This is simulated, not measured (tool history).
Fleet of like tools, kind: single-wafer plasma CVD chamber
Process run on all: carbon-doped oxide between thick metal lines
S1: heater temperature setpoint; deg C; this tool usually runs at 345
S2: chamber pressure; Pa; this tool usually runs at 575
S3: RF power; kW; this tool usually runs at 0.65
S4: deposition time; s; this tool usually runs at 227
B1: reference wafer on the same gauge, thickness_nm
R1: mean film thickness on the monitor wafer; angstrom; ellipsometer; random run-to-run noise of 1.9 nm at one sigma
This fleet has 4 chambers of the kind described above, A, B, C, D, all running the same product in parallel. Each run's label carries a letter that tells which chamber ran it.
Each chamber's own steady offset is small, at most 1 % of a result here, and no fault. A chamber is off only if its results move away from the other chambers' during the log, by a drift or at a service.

| run | day | S1 | S2 | S3 | S4 | B1 | R1 |
|---|---|---|---|---|---|---|---|
| 1B | 0.25 | 345 | 575 | 0.65 | 227 | 1360.4 | 13206 |
| 2D | 0.575 | 345 | 575 | 0.65 | 227 | 1360.7 | 13175 |
| 3A | 1.029 | 345 | 575 | 0.65 | 227 | 1360.4 | 13250 |
| 4C | 1.392 | 345 | 575 | 0.65 | 227 | 1360.9 | 13155 |
| 5A | 1.796 | 345 | 575 | 0.65 | 227 | 1361.1 | 13286 |
| 6C | 2.162 | 345 | 575 | 0.65 | 227 | 1361.1 | 13181 |
| 7D | 2.554 | 345 | 575 | 0.65 | 227 | 1362.1 | 13161 |
| 8B | 2.8 | 345 | 575 | 0.65 | 227 | 1361.3 | 13240 |
| 9A | 3.112 | 345 | 575 | 0.65 | 227 | 1361.7 | 13299 |
| 10D | 3.525 | 345 | 575 | 0.65 | 227 | 1361.8 | 13211 |
| 11B | 3.912 | 345 | 575 | 0.65 | 227 | 1361.8 | 13256 |
| 12C | 4.379 | 345 | 575 | 0.765 | 200 | 1362.2 | 12749 |
| 13C | 4.758 | 345 | 575 | 0.765 | 200 | 1362 | 12799 |
| 14B | 5.05 | 345 | 575 | 0.765 | 200 | 1362.5 | 12794 |
| 15A | 5.462 | 345 | 575 | 0.765 | 200 | 1362.7 | 12895 |
| 16D | 5.85 | 345 | 575 | 0.65 | 227 | 1362.7 | 13215 |
| 17C | 6.171 | 345 | 575 | 0.65 | 227 | 1363.2 | 13199 |
| 18D | 6.562 | 345 | 575 | 0.65 | 227 | 1363 | 13203 |
| 19B | 7.004 | 338 | 637 | 0.65 | 227 | 1363.6 | 13678 |
| 20A | 7.292 | 338 | 637 | 0.65 | 227 | 1363.8 | 13813 |
| 21C | 7.667 | 338 | 637 | 0.65 | 227 | 1363.7 | 13636 |
|  | 7.812 | chamber C: RF generator calibrated |
| 22B | 8.071 | 338 | 637 | 0.65 | 227 | 1364.2 | 13711 |
| 23A | 8.475 | 345 | 461 | 0.65 | 227 | 1364.2 | 12937 |
| 24D | 8.733 | 345 | 461 | 0.65 | 227 | 1364.4 | 12802 |
| 25C | 9.008 | 345 | 461 | 0.65 | 227 | 1364.6 | 12814 |
| 26B | 9.308 | 345 | 461 | 0.65 | 227 | 1364.8 | 12879 |
| 27D | 9.512 | 351 | 575 | 0.65 | 227 | 1364.8 | 13003 |
| 28A | 9.742 | 351 | 575 | 0.65 | 227 | 1365 | 13092 |
| 29D | 10.158 | 351 | 575 | 0.65 | 227 | 1365.1 | 13051 |
| 30C | 10.588 | 351 | 575 | 0.65 | 227 | 1365.2 | 13003 |
| 31B | 10.879 | 345 | 669 | 0.6 | 227 | 1365.6 | 12922 |
| 32A | 11.342 | 345 | 669 | 0.6 | 227 | 1365.8 | 12994 |
| 33A | 11.804 | 345 | 669 | 0.6 | 227 | 1366.1 | 13019 |
| 34B | 12.008 | 345 | 669 | 0.6 | 227 | 1365.9 | 12921 |
|  | 12.438 | chamber D: capacitance manometer re-zeroed and calibrated |
| 35C | 12.438 | 345 | 575 | 0.65 | 227 | 1366.2 | 13221 |
| 36D | 12.783 | 345 | 575 | 0.65 | 227 | 1366.5 | 13203 |
| 37C | 13.233 | 345 | 575 | 0.65 | 227 | 1366.3 | 13213 |
| 38D | 13.438 | 333 | 575 | 0.65 | 227 | 1366.9 | 13695 |
| 39A | 13.883 | 333 | 575 | 0.65 | 227 | 1367.1 | 13795 |
| 40B | 14.129 | 333 | 575 | 0.65 | 227 | 1367 | 13759 |
| 41D | 14.358 | 333 | 575 | 0.65 | 227 | 1366.7 | 13672 |
| 42C | 14.688 | 345 | 575 | 0.65 | 227 | 1367.5 | 13244 |
|  | 14.892 | chamber B: thermocouple changed; heater temperature recalibrated |
| 43A | 14.992 | 345 | 575 | 0.65 | 227 | 1367.2 | 13338 |
| 44B | 15.388 | 345 | 575 | 0.65 | 227 | 1367.5 | 13265 |

Each of the 4 chambers runs these same settings next. Fill in every chamber's results:
| 45A | 15.721 | 345 | 575 | 0.65 | 227 |  | ? |
| 45B | 15.721 | 345 | 575 | 0.65 | 227 |  | ? |
| 45C | 15.721 | 345 | 575 | 0.65 | 227 |  | ? |
| 45D | 15.721 | 345 | 575 | 0.65 | 227 |  | ? |

| run | R1 |
|---|---|
| 45A | 13361 |
| 45B | 13256 |
| 45C | 13210 |
| 45D | 13235 |
